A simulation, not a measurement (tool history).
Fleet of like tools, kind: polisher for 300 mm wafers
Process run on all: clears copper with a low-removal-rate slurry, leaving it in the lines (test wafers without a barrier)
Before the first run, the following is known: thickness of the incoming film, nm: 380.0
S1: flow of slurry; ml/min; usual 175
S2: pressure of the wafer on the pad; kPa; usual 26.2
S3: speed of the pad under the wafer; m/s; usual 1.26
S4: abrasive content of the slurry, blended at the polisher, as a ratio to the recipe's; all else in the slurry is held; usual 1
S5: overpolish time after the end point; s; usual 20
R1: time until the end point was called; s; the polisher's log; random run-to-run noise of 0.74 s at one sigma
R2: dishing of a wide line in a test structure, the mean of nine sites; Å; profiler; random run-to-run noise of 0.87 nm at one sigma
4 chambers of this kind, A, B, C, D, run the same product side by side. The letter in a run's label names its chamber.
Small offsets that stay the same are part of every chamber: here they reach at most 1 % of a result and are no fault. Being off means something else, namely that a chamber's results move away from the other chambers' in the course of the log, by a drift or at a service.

run,hour,S1,S2,S3,S4,S5,R1,R2
# hour 3.1: chamber A: worn pad replaced by a new one
# hour 4.7: chamber B: slurry blender recalibrated
# hour 10.5: chamber A: head pressure recalibrated
1B,14.1,175,26.2,1.26,1,20,88.101,571.39
2D,21.7,175,26.2,1.26,1,20,86.748,554.28
3A,35,175,26.2,1.26,1,20,86.487,545.58
# hour 35.4: chamber B: slurry nozzle cleaned
# hour 39.8: chamber A: slurry nozzle cleaned
4C,46.2,175,26.2,1.26,1,20,86.377,558.13
5D,55.7,175,26.2,1.26,1,20,87.551,546.49
6B,65.6,120,26.2,1.26,1,20,94.74,537.4
7A,74,120,26.2,1.26,1,20,92.282,537.96
8C,80.8,120,26.2,1.26,1,20,92.883,515.01
# hour 82.4: chamber B: worn pad replaced by a new one
9B,89.1,120,26.2,1.26,1,20,93.158,529.57
# hour 92.4: chamber A: slurry blender recalibrated
10C,97.9,175,26.2,1.26,1,20,87.967,554.65
11A,107.5,175,26.2,1.26,1,20,86.196,558.69
12D,120.6,175,26.2,1.26,1,20,86.669,539.8
# hour 131.7: chamber C: slurry nozzle cleaned
13C,134.4,175,26.2,1.26,1,20,87.978,554.66
14A,140.9,175,26.2,1.26,1,20,86.08,560.49
15B,149.7,175,26.2,1.26,1,20,86.069,556.5
16D,156.3,175,26.2,1.26,1.15,14,84.383,429.59
17C,169.7,175,26.2,1.26,1.15,14,84.421,431.76
# hour 170.4: chamber D: worn pad replaced by a new one
18B,181.2,175,26.2,1.26,1.15,14,85.357,411.13
# hour 183.7: chamber C: slurry blender recalibrated
19A,194.8,175,26.2,1.26,1.15,14,83.648,426.32
# hour 205: chamber C: worn pad replaced by a new one
# hour 206.1: chamber B: slurry blender recalibrated
20D,206.4,175,26.2,1.26,1,20,87.343,547.65
21A,215.3,175,26.2,1.26,1,20,85.709,560.72
22C,223.7,175,26.2,1.26,1,20,87.293,550.44
# hour 224.3: chamber A: worn pad replaced by a new one
# hour 234: chamber B: slurry nozzle cleaned
23D,234.8,175,26.2,1.26,1,20,86.694,557.27
24B,247.1,175,26.2,1.26,1,20,89.006,547.21
# hour 248.6: chamber B: worn pad replaced by a new one
25D,257.9,175,26.2,1.26,1,20,87.168,548.57
# hour 261.2: chamber D: slurry blender recalibrated
26B,270.2,175,18.6,1.26,1.2,20,116.7,428.58
27C,282.8,175,18.6,1.26,1.2,20,118.13,421.39
28A,293,175,18.6,1.26,1.2,20,117.97,429.44
29B,300.3,175,18.6,1.26,1.2,20,117.75,439.57
30A,312.8,175,26.2,1.26,1,20,86.509,546.94
31D,324.1,175,26.2,1.26,1,20,85.907,559.33
32C,337.7,175,18.6,1.26,1,10,120.98,225.62
33B,348.2,175,18.6,1.26,1,10,122.11,226.85

Is one chamber off against the others, does the gauge drift, or is nothing wrong? If a chamber is off, say which, and what the likeliest cause is.

No chamber is off and the gauge is stable; the differences are just each chamber's small, constant offset.

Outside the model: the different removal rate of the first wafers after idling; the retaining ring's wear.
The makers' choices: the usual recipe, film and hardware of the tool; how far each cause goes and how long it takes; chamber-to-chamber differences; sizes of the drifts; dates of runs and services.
